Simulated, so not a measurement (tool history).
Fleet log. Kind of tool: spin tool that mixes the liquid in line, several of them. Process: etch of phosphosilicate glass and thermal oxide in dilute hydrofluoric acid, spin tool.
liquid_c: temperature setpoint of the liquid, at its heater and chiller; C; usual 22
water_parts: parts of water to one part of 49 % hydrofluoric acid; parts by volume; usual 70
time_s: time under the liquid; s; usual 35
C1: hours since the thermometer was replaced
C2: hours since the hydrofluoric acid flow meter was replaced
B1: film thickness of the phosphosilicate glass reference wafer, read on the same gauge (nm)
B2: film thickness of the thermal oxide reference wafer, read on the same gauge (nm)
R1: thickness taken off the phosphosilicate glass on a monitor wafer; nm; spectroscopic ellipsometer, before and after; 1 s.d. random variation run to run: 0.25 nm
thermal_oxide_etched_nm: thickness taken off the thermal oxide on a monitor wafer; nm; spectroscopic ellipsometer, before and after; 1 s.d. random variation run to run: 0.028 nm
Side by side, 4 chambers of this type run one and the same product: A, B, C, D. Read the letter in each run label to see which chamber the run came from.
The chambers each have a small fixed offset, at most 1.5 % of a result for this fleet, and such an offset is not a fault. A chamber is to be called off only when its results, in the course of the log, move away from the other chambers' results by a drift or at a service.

run 1B hour=4.8 | liquid_c=22 water_parts=70 time_s=35 | C1=446.3 C2=56.1 | B1=100.01 B2=49.996 | R1=38.596 thermal_oxide_etched_nm=2.1846
run 2A hour=11.6 | liquid_c=22 water_parts=70 time_s=35 | C1=349.2 C2=460 | B1=99.996 B2=50.008 | R1=38.252 thermal_oxide_etched_nm=2.1422
run 3C hour=16.5 | liquid_c=22 water_parts=70 time_s=35 | C1=128.6 C2=1102.7 | B1=99.993 B2=50.005 | R1=39.134 thermal_oxide_etched_nm=2.1856
run 4D hour=20.8 | liquid_c=22 water_parts=70 time_s=35 | C1=724.3 C2=1553.2 | B1=99.991 B2=50.013 | R1=38.881 thermal_oxide_etched_nm=2.1898
run 5B hour=26.1 | liquid_c=22 water_parts=70 time_s=35 | C1=467.6 C2=77.4 | B1=99.956 B2=50.008 | R1=38.978 thermal_oxide_etched_nm=2.1442
run 6A hour=31.9 | liquid_c=22 water_parts=70 time_s=35 | C1=369.5 C2=480.3 | B1=100.04 B2=50 | R1=38.589 thermal_oxide_etched_nm=2.1103
run 7C hour=35.3 | liquid_c=22 water_parts=70 time_s=35 | C1=147.4 C2=1121.5 | B1=99.947 B2=49.999 | R1=38.794 thermal_oxide_etched_nm=2.1705
run 8D hour=41.2 | liquid_c=22 water_parts=70 time_s=35 | C1=744.7 C2=1573.6 | B1=99.949 B2=49.991 | R1=38.411 thermal_oxide_etched_nm=2.2281
run 9A hour=46.5 | liquid_c=22 water_parts=70 time_s=35 | C1=384.1 C2=494.9 | B1=100.02 B2=50.005 | R1=38.666 thermal_oxide_etched_nm=2.1586
run 10C hour=50.9 | liquid_c=22 water_parts=70 time_s=45 | C1=163 C2=1137.1 | B1=100.02 B2=50 | R1=49.743 thermal_oxide_etched_nm=2.8134
run 11B hour=57.2 | liquid_c=22 water_parts=70 time_s=45 | C1=498.7 C2=108.5 | B1=99.981 B2=50.008 | R1=49.494 thermal_oxide_etched_nm=2.7633
run 12D hour=63.7 | liquid_c=22 water_parts=70 time_s=45 | C1=767.2 C2=1596.1 | B1=100.01 B2=50.013 | R1=49.048 thermal_oxide_etched_nm=2.8634
run 13A hour=67.9 | liquid_c=22 water_parts=70 time_s=45 | C1=405.5 C2=516.3 | B1=99.975 B2=49.996 | R1=49.272 thermal_oxide_etched_nm=2.7466
run 14B hour=71.5 | liquid_c=22 water_parts=70 time_s=35 | C1=513 C2=122.8 | B1=100.03 B2=49.987 | R1=38.635 thermal_oxide_etched_nm=2.2318
run 15D hour=75.4 | liquid_c=22 water_parts=70 time_s=35 | C1=778.9 C2=1607.8 | B1=100.01 B2=49.983 | R1=38.179 thermal_oxide_etched_nm=2.2149
-- hour=75.5 chamber D: hydrofluoric acid flow meter replaced
run 16C hour=81.6 | liquid_c=22 water_parts=70 time_s=35 | C1=193.7 C2=1167.8 | B1=99.945 B2=49.999 | R1=38.793 thermal_oxide_etched_nm=2.1544
run 17A hour=88.5 | liquid_c=22 water_parts=70 time_s=35 | C1=426.1 C2=536.9 | B1=100 B2=50.01 | R1=38.506 thermal_oxide_etched_nm=2.1809
run 18C hour=93.9 | liquid_c=22 water_parts=70 time_s=35 | C1=206 C2=1180.1 | B1=99.987 B2=49.991 | R1=39.05 thermal_oxide_etched_nm=2.1705
run 19B hour=100.3 | liquid_c=22 water_parts=70 time_s=35 | C1=541.8 C2=151.6 | B1=100.02 B2=50.001 | R1=38.701 thermal_oxide_etched_nm=2.1203
run 20D hour=104.1 | liquid_c=22 water_parts=70 time_s=35 | C1=807.6 C2=28.7 | B1=100 B2=50.004 | R1=38.157 thermal_oxide_etched_nm=2.1658
run 21B hour=107.6 | liquid_c=22 water_parts=70 time_s=35 | C1=549.1 C2=158.9 | B1=99.987 B2=50.004 | R1=38.72 thermal_oxide_etched_nm=2.1728
run 22A hour=113.2 | liquid_c=22 water_parts=70 time_s=35 | C1=450.8 C2=561.6 | B1=100.03 B2=49.993 | R1=38.74 thermal_oxide_etched_nm=2.0935
run 23D hour=116.6 | liquid_c=22 water_parts=70 time_s=35 | C1=820.1 C2=41.2 | B1=100 B2=50.006 | R1=38.461 thermal_oxide_etched_nm=2.1834
run 24C hour=123.7 | liquid_c=22 water_parts=70 time_s=35 | C1=235.8 C2=1209.9 | B1=99.975 B2=49.981 | R1=39.083 thermal_oxide_etched_nm=2.1371
run 25A hour=128.3 | liquid_c=22 water_parts=70 time_s=35 | C1=465.9 C2=576.7 | B1=100.01 B2=50 | R1=38.613 thermal_oxide_etched_nm=2.1663
run 26D hour=134.5 | liquid_c=22 water_parts=70 time_s=35 | C1=838 C2=59.1 | B1=100.01 B2=50.025 | R1=38.057 thermal_oxide_etched_nm=2.1485
run 27B hour=140.6 | liquid_c=22 water_parts=70 time_s=35 | C1=582.1 C2=191.9 | B1=100.01 B2=50.012 | R1=38.428 thermal_oxide_etched_nm=2.1738
run 28C hour=145.5 | liquid_c=22 water_parts=70 time_s=35 | C1=257.6 C2=1231.7 | B1=100.01 B2=49.992 | R1=39.371 thermal_oxide_etched_nm=2.1287
run 29C hour=149.9 | liquid_c=22 water_parts=70 time_s=35 | C1=262 C2=1236.1 | B1=100.02 B2=49.996 | R1=39.054 thermal_oxide_etched_nm=2.1633
run 30D hour=154.6 | liquid_c=22 water_parts=70 time_s=35 | C1=858.1 C2=79.2 | B1=100.02 B2=49.996 | R1=38.369 thermal_oxide_etched_nm=2.2301
run 31A hour=158.1 | liquid_c=22 water_parts=90 time_s=35 | C1=495.7 C2=606.5 | B1=99.973 B2=50.03 | R1=29.006 thermal_oxide_etched_nm=1.6661

Each of the 4 chambers runs these same settings next. Fill in every chamber's results:
run 32A hour=163.2 | liquid_c=22 water_parts=70 time_s=35 | R1=? thermal_oxide_etched_nm=?
run 32B hour=163.2 | liquid_c=22 water_parts=70 time_s=35 | R1=? thermal_oxide_etched_nm=?
run 32C hour=163.2 | liquid_c=22 water_parts=70 time_s=35 | R1=? thermal_oxide_etched_nm=?
run 32D hour=163.2 | liquid_c=22 water_parts=70 time_s=35 | R1=? thermal_oxide_etched_nm=?

run=32A R1=38.346 thermal_oxide_etched_nm=2.156
run=32B R1=38.768 thermal_oxide_etched_nm=2.1905
run=32C R1=39.067 thermal_oxide_etched_nm=2.1617
run=32D R1=38.952 thermal_oxide_etched_nm=2.2287
